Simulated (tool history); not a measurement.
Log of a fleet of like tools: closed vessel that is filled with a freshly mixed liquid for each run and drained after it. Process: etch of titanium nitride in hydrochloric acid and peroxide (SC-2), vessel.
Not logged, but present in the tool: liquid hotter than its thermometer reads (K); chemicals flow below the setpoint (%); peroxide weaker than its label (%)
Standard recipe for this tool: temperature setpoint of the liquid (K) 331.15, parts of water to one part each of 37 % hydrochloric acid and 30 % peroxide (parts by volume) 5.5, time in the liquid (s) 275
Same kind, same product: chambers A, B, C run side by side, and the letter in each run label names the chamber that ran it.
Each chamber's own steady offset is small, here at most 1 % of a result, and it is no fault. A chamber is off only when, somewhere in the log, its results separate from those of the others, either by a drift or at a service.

run,hour,temperature setpoint of the liquid (K),parts of water to one part each of 37 % hydrochloric acid and 30 % peroxide (parts by volume),time in the liquid (s),hours since the thermometer was replaced,hours since the chemicals flow meter was replaced,hours since the drum of peroxide was connected,"read-back film thickness of the titanium nitride reference wafer, read on the same gauge (nm)",thickness taken off the titanium nitride on a monitor wafer (angstrom)
1C,11.9,331.15,5.5,275,817.7,648.1,232.1,139.99,225.92
2B,22.5,331.15,5.5,275,1156.3,326.7,317.3,140,225.02
3A,30.4,331.15,5.5,275,282.7,290.9,597.4,139.98,222.43
4C,37.3,331.15,5.5,275,843.1,673.5,257.5,140,227.11
5B,43.4,331.15,5.5,275,1177.2,347.6,338.2,140.01,225.58
6A,53,331.15,5.5,275,305.3,313.5,620,140,223.66
7C,65.5,331.15,5.5,275,871.3,701.7,285.7,140,224.82
8A,72.6,331.15,5.5,275,324.9,333.1,639.6,139.99,225.45
9B,82.1,331.15,5.5,275,1215.9,386.3,376.9,140.02,223.59
10C,91.2,331.15,5.5,275,897,727.4,311.4,140,223.73
11B,104.2,331.15,7,275,1238,408.4,399,139.99,183.02
12A,115,331.15,7,275,367.3,375.5,682,140.01,187.64
13B,125.5,331.15,7,275,1259.3,429.7,420.3,139.99,187.09
14A,139,331.15,5.5,275,391.3,399.5,706,139.99,224.71
15C,151.7,331.15,5.5,275,957.5,787.9,371.9,139.99,223.96
16C,162.9,331.15,5.5,275,968.7,799.1,383.1,139.98,224.46
17B,171.3,331.15,5.5,275,1305.1,475.5,466.1,140.02,222.78
18A,177.7,331.15,5.5,275,430,438.2,744.7,140.02,224.01
# hour 180: chamber A: new drum of peroxide connected
19C,189,331.15,5.5,275,994.8,825.2,409.2,140,225.26
20A,196.7,331.15,5.5,275,449,457.2,16.7,139.97,224.38
# hour 206.7: chamber B: chemicals flow meter replaced
21B,208.1,331.15,5.5,275,1341.9,1.4,502.9,139.98,225.41
22A,220.1,331.15,5.5,275,472.4,480.6,40.1,140.02,226.25
23C,233,331.15,5.5,275,1038.8,869.2,453.2,139.98,221.82
24B,245.2,331.15,5.5,275,1379,38.5,540,140,223.76
25A,257.4,331.15,5.5,275,509.7,517.9,77.4,140.01,223.86
26C,264.4,331.15,5.5,275,1070.2,900.6,484.6,140,225.27
27B,277.6,331.15,5.5,275,1411.4,70.9,572.4,140.01,223.32
28A,290.6,331.15,5.5,275,542.9,551.1,110.6,140.01,222.46
29B,298.9,331.15,5.5,275,1432.7,92.2,593.7,140.02,226.56
30C,309,331.15,5.5,275,1114.8,945.2,529.2,139.99,228.71
31C,322,331.15,5.5,275,1127.8,958.2,542.2,140,228.04
32B,331.6,331.15,5.5,275,1465.4,124.9,626.4,139.99,223.84

The same settings go to every chamber for the next run, one line per chamber below. Forecast the results for each:
33A,341.3,331.15,5.5,275,,,,,?
33B,341.3,331.15,5.5,275,,,,,?
33C,341.3,331.15,5.5,275,,,,,?

run,thickness taken off the titanium nitride on a monitor wafer (angstrom)
33A,227.11
33B,226
33C,227.08
